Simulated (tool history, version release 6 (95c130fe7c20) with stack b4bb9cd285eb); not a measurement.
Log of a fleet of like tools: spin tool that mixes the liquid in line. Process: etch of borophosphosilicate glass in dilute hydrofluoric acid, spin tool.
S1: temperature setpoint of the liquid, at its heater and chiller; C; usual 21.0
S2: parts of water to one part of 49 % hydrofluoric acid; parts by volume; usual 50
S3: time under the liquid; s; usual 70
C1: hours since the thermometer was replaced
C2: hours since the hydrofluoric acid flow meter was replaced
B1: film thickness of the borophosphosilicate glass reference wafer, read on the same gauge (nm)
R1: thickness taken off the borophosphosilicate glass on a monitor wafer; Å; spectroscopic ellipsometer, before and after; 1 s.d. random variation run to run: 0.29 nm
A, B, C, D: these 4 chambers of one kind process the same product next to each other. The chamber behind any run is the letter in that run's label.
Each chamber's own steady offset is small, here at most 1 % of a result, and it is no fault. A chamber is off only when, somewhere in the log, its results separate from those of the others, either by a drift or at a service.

| run | hour | S1 | S2 | S3 | C1 | C2 | B1 | R1 |
|---|---|---|---|---|---|---|---|---|
| 1D | 6.8 | 21.0 | 50 | 70 | 343.4 | 813.1 | 130.01 | 440.71 |
| 2B | 13.8 | 21.0 | 50 | 70 | 1750.8 | 595.7 | 130.02 | 442.43 |
| 3C | 22.0 | 21.0 | 50 | 70 | 302.5 | 823.8 | 129.99 | 447.17 |
|  | 31.9 | chamber A: hydrofluoric acid flow meter replaced |
| 4A | 32.0 | 21.0 | 50 | 70 | 2492.2 | 0.2 | 130.00 | 448.09 |
| 5B | 41.6 | 19.0 | 50 | 70 | 1778.6 | 623.5 | 129.99 | 407.28 |
| 6C | 49.7 | 19.0 | 50 | 70 | 330.2 | 851.5 | 130.02 | 406.90 |
| 7A | 56.2 | 19.0 | 50 | 70 | 2516.4 | 24.4 | 129.98 | 409.46 |
| 8D | 66.1 | 19.0 | 50 | 70 | 402.7 | 872.4 | 129.99 | 401.14 |
| 9C | 72.6 | 21.0 | 50 | 70 | 353.1 | 874.4 | 129.98 | 434.52 |
| 10B | 80.9 | 21.0 | 50 | 70 | 1817.9 | 662.8 | 129.98 | 442.60 |
| 11D | 90.3 | 21.0 | 50 | 70 | 426.9 | 896.6 | 129.99 | 437.14 |
| 12A | 95.5 | 21.0 | 50 | 70 | 2555.7 | 63.7 | 129.98 | 439.63 |
| 13D | 106.5 | 21.0 | 40 | 70 | 443.1 | 912.8 | 130.01 | 549.53 |
| 14B | 113.2 | 21.0 | 40 | 70 | 1850.2 | 695.1 | 130.00 | 557.05 |
| 15C | 120.3 | 21.0 | 40 | 70 | 400.8 | 922.1 | 130.00 | 558.24 |
| 16A | 127.2 | 21.0 | 40 | 70 | 2587.4 | 95.4 | 129.99 | 556.79 |
| 17A | 137.4 | 21.0 | 50 | 70 | 2597.6 | 105.6 | 129.99 | 443.94 |
| 18D | 148.2 | 21.0 | 50 | 70 | 484.8 | 954.5 | 130.00 | 421.99 |
| 19C | 156.7 | 21.0 | 50 | 70 | 437.2 | 958.5 | 130.00 | 443.28 |
| 20B | 165.9 | 21.0 | 50 | 70 | 1902.9 | 747.8 | 130.00 | 438.05 |
| 21D | 174.7 | 21.0 | 50 | 70 | 511.3 | 981.0 | 129.99 | 420.68 |
| 22C | 182.0 | 21.0 | 50 | 70 | 462.5 | 983.8 | 130.01 | 440.56 |
| 23A | 187.0 | 21.0 | 50 | 70 | 2647.2 | 155.2 | 130.00 | 444.35 |
| 24B | 196.8 | 21.0 | 50 | 70 | 1933.8 | 778.7 | 130.02 | 439.86 |
|  | 200.5 | chamber A: thermometer replaced |
| 25D | 207.2 | 21.0 | 50 | 70 | 543.8 | 1013.5 | 130.02 | 417.95 |
| 26A | 215.0 | 25.5 | 50 | 90 | 14.5 | 183.2 | 129.98 | 692.79 |
| 27C | 226.1 | 25.5 | 50 | 90 | 506.6 | 1027.9 | 129.99 | 683.23 |
| 28B | 231.6 | 25.5 | 50 | 90 | 1968.6 | 813.5 | 130.00 | 684.36 |
|  | 237.7 | chamber C: hydrofluoric acid flow meter replaced |
| 29D | 241.8 | 25.5 | 50 | 90 | 578.4 | 1048.1 | 129.99 | 638.18 |
| 30B | 250.9 | 21.0 | 50 | 70 | 1987.9 | 832.8 | 129.99 | 446.67 |
| 31A | 257.6 | 21.0 | 50 | 70 | 57.1 | 225.8 | 130.03 | 443.48 |
| 32C | 266.7 | 21.0 | 50 | 70 | 547.2 | 29.1 | 130.01 | 444.70 |
| 33A | 271.8 | 21.0 | 50 | 70 | 71.3 | 240.0 | 130.00 | 443.40 |
| 34B | 277.4 | 21.0 | 50 | 70 | 2014.4 | 859.3 | 130.00 | 441.52 |
| 35C | 282.3 | 21.0 | 50 | 70 | 562.8 | 44.7 | 130.00 | 448.87 |
| 36D | 292.7 | 21.0 | 40 | 70 | 629.3 | 1099.0 | 130.01 | 512.69 |
| 37D | 301.3 | 21.0 | 40 | 70 | 637.9 | 1107.6 | 130.00 | 512.74 |

Does one chamber stand apart from the rest, does the shared gauge drift, or is all well apart from small per-chamber offsets? Give the chamber and the most likely cause, where there is one.

Little by little, chamber D moves away from the other chambers.
Cause: hydrofluoric acid flow below the setpoint (%) = 7.74.
With only this log, it may be confused with: liquid colder than its thermometer reads (K).

Chamber D could run next with any of the 4 candidate recipes listed below; each alters the usual settings, and their results appear as question marks. Which one brings its results back in line with what the other chambers deliver on the usual settings?
A result is in line if it is within this distance of the other chambers' mean on the usual settings: R1 10.00 Å
| 38D-1 | 309.2 | 20.0 | 50 | 70 |  |  |  | ? |
| 38D-2 | 309.2 | 23.0 | 50 | 70 |  |  |  | ? |
| 38D-3 | 309.2 | 22.0 | 50 | 70 |  |  |  | ? |
| 38D-4 | 309.2 | 20.5 | 50 | 65 |  |  |  | ? |

Average result of the remaining chambers running the usual settings: R1 443.15 Å
| run | R1 |
|---|---|
| 38D-1 | 388.19 |
| 38D-2 | 439.19 |
| 38D-3 | 421.50 |
| 38D-4 | 368.00 |
Change 38D-2 lands the chamber within the allowed miss of the other chambers.
